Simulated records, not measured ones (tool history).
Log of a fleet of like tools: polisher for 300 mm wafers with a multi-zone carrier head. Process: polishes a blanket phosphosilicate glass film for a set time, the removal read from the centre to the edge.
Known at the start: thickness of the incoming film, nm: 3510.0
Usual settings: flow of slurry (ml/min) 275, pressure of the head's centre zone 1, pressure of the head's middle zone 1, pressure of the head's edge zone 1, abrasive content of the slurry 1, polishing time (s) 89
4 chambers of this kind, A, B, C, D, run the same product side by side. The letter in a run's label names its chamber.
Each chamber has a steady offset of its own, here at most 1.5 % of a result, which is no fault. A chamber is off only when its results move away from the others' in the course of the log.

| run | day | flow of slurry (ml/min) | pressure of the head's centre zone | pressure of the head's middle zone | pressure of the head's edge zone | abrasive content of the slurry | polishing time (s) | film removed at the wafer's centre (angstrom) | film removed at mid-radius (angstrom) | film removed at the wafer's edge (angstrom) |
|---|---|---|---|---|---|---|---|---|---|---|
| 1C | 0.279 | 275 | 1 | 1 | 1 | 1 | 89 | 5076.1 | 5025.5 | 4982 |
| 2A | 0.433 | 275 | 1 | 1 | 1 | 1 | 89 | 5007.3 | 5074.9 | 4838.7 |
|  | 0.496 | chamber C: edge zone pressure recalibrated |
| 3B | 0.612 | 275 | 1 | 1 | 1 | 1 | 89 | 4952.6 | 5051.1 | 5085.5 |
| 4D | 0.788 | 275 | 1 | 1 | 1 | 1 | 89 | 4969.3 | 4938.7 | 4968.2 |
| 5C | 0.929 | 275 | 1 | 1 | 1 | 1 | 89 | 5068.1 | 5000.2 | 4929.3 |
| 6B | 1.133 | 275 | 1 | 1 | 1 | 1 | 89 | 4982.9 | 5010.8 | 4995.9 |
| 7D | 1.412 | 275 | 1 | 1 | 1 | 1 | 89 | 4911.8 | 4965.4 | 5001.7 |
| 8A | 1.688 | 275 | 1.04 | 1 | 1 | 1.15 | 89 | 5561.4 | 5361.7 | 5325 |
|  | 1.754 | chamber D: worn pad replaced by a new one |
| 9C | 1.917 | 275 | 1.04 | 1 | 1 | 1.15 | 89 | 5579 | 5402.8 | 5403.4 |
|  | 1.996 | chamber A: worn pad replaced by a new one |
| 10D | 2.1 | 275 | 1.04 | 1 | 1 | 1.15 | 89 | 5535.2 | 5340.5 | 5282.3 |
| 11A | 2.304 | 275 | 1.04 | 1 | 1 | 1.15 | 89 | 5718.9 | 5268.4 | 5268.5 |
|  | 2.325 | chamber D: edge zone pressure recalibrated |
|  | 2.488 | chamber C: worn pad replaced by a new one |
| 12B | 2.538 | 275 | 1 | 1 | 1 | 1 | 89 | 4955.8 | 5022.8 | 4929 |
| 13D | 2.808 | 275 | 1 | 1 | 1 | 1 | 89 | 5028.8 | 5028.1 | 5063.5 |
| 14C | 3.058 | 275 | 1 | 1 | 1 | 1 | 89 | 5025 | 5017.3 | 5045.5 |
| 15A | 3.338 | 275 | 1 | 1 | 1 | 1 | 89 | 5048.7 | 5087 | 5058.4 |
|  | 3.512 | chamber B: worn pad replaced by a new one |
| 16B | 3.592 | 275 | 1 | 1 | 1 | 1 | 89 | 5049 | 5071.7 | 4975.7 |
| 17D | 3.771 | 275 | 1 | 1 | 1 | 1 | 89 | 4877.7 | 4999.9 | 5052.5 |
| 18A | 3.975 | 320 | 1 | 1 | 1 | 1 | 89 | 5114.4 | 5090.2 | 4923.7 |
| 19B | 4.183 | 320 | 1 | 1 | 1 | 1 | 89 | 5179.6 | 5047.3 | 5024.6 |
| 20C | 4.325 | 320 | 1 | 1 | 1 | 1 | 89 | 5039.7 | 5174.3 | 4987.6 |
| 21C | 4.521 | 320 | 1 | 1 | 1 | 1 | 89 | 5101.5 | 5015.3 | 4976.2 |
| 22B | 4.754 | 275 | 1 | 1 | 1 | 1 | 89 | 4968.3 | 5036.7 | 4841.2 |
|  | 4.917 | chamber C: centre zone pressure recalibrated |
| 23D | 4.979 | 275 | 1 | 1 | 1 | 1 | 89 | 5012.8 | 4956.8 | 4953.4 |
| 24A | 5.179 | 275 | 1 | 1 | 1 | 1 | 89 | 5071.1 | 4921.8 | 4901.9 |
|  | 5.312 | chamber A: worn pad replaced by a new one |
| 25C | 5.317 | 275 | 1 | 1 | 1 | 1 | 89 | 5678.5 | 4895.9 | 4940.4 |
|  | 5.396 | chamber B: edge zone pressure recalibrated |
| 26D | 5.538 | 275 | 1 | 1 | 1 | 1 | 89 | 5013 | 4965.6 | 5070.7 |
|  | 5.692 | chamber C: worn pad replaced by a new one |
| 27B | 5.775 | 275 | 1 | 1 | 1 | 1 | 89 | 4954.9 | 4997.3 | 4957 |
| 28A | 6.038 | 275 | 1 | 1 | 1 | 1 | 105 | 5962.9 | 5839.4 | 5810.8 |
| 29C | 6.292 | 275 | 1 | 1 | 1 | 1 | 105 | 6662.8 | 5978.9 | 5916.4 |
| 30A | 6.412 | 275 | 1 | 1 | 1 | 1 | 105 | 5912.5 | 5878.1 | 5911.7 |
|  | 6.479 | chamber D: worn pad replaced by a new one |
| 31B | 6.596 | 275 | 1 | 1 | 1 | 1 | 105 | 5950 | 5897.2 | 5884.5 |
|  | 6.671 | chamber B: worn pad replaced by a new one |
| 32D | 6.862 | 275 | 1 | 1 | 1 | 1 | 89 | 4977.7 | 5041.4 | 4953.2 |
| 33C | 7.071 | 275 | 1 | 1 | 1 | 1 | 89 | 5632 | 4994.6 | 5037.6 |
| 34B | 7.312 | 275 | 1 | 1 | 1 | 1 | 89 | 5077.3 | 5022.1 | 4975.8 |
| 35A | 7.438 | 275 | 1 | 1 | 1 | 1 | 89 | 5047.6 | 4993.2 | 5044.3 |
| 36D | 7.658 | 275 | 1 | 1 | 1 | 1 | 89 | 5042.4 | 5010.4 | 4918.3 |
|  | 7.767 | chamber B: slurry nozzle cleaned |
| 37A | 7.85 | 275 | 1 | 1 | 1 | 1 | 89 | 5009.4 | 5005.5 | 4951.9 |
| 38C | 8.033 | 275 | 1 | 1 | 1 | 1 | 89 | 5588.9 | 5035.5 | 4908.1 |
| 39B | 8.196 | 330 | 0.94 | 1 | 1 | 1 | 89 | 4769.6 | 5070.2 | 5016.5 |
| 40D | 8.429 | 330 | 0.94 | 1 | 1 | 1 | 89 | 4725.9 | 5169.5 | 5092.1 |
| 41C | 8.625 | 330 | 0.94 | 1 | 1 | 1 | 89 | 5498.5 | 5037.2 | 5126.6 |
| 42B | 8.871 | 330 | 0.94 | 1 | 1 | 1 | 89 | 4805.2 | 5086.5 | 4977 |
| 43D | 9 | 275 | 1 | 1 | 1 | 1 | 89 | 4978.3 | 4949.4 | 4971.3 |

Next, every chamber runs the same settings. What will each give?
| 44A | 9.2 | 275 | 1 | 1 | 1 | 1.15 | 89 | ? | ? | ? |
| 44B | 9.2 | 275 | 1 | 1 | 1 | 1.15 | 89 | ? | ? | ? |
| 44C | 9.2 | 275 | 1 | 1 | 1 | 1.15 | 89 | ? | ? | ? |
| 44D | 9.2 | 275 | 1 | 1 | 1 | 1.15 | 89 | ? | ? | ? |

| run | film removed at the wafer's centre (angstrom) | film removed at mid-radius (angstrom) | film removed at the wafer's edge (angstrom) |
|---|---|---|---|
| 44A | 5347 | 5256.7 | 5282.2 |
| 44B | 5334.7 | 5226.3 | 5181.1 |
| 44C | 5924.2 | 5422.5 | 5323.5 |
| 44D | 5186.7 | 5244.7 | 5272.2 |
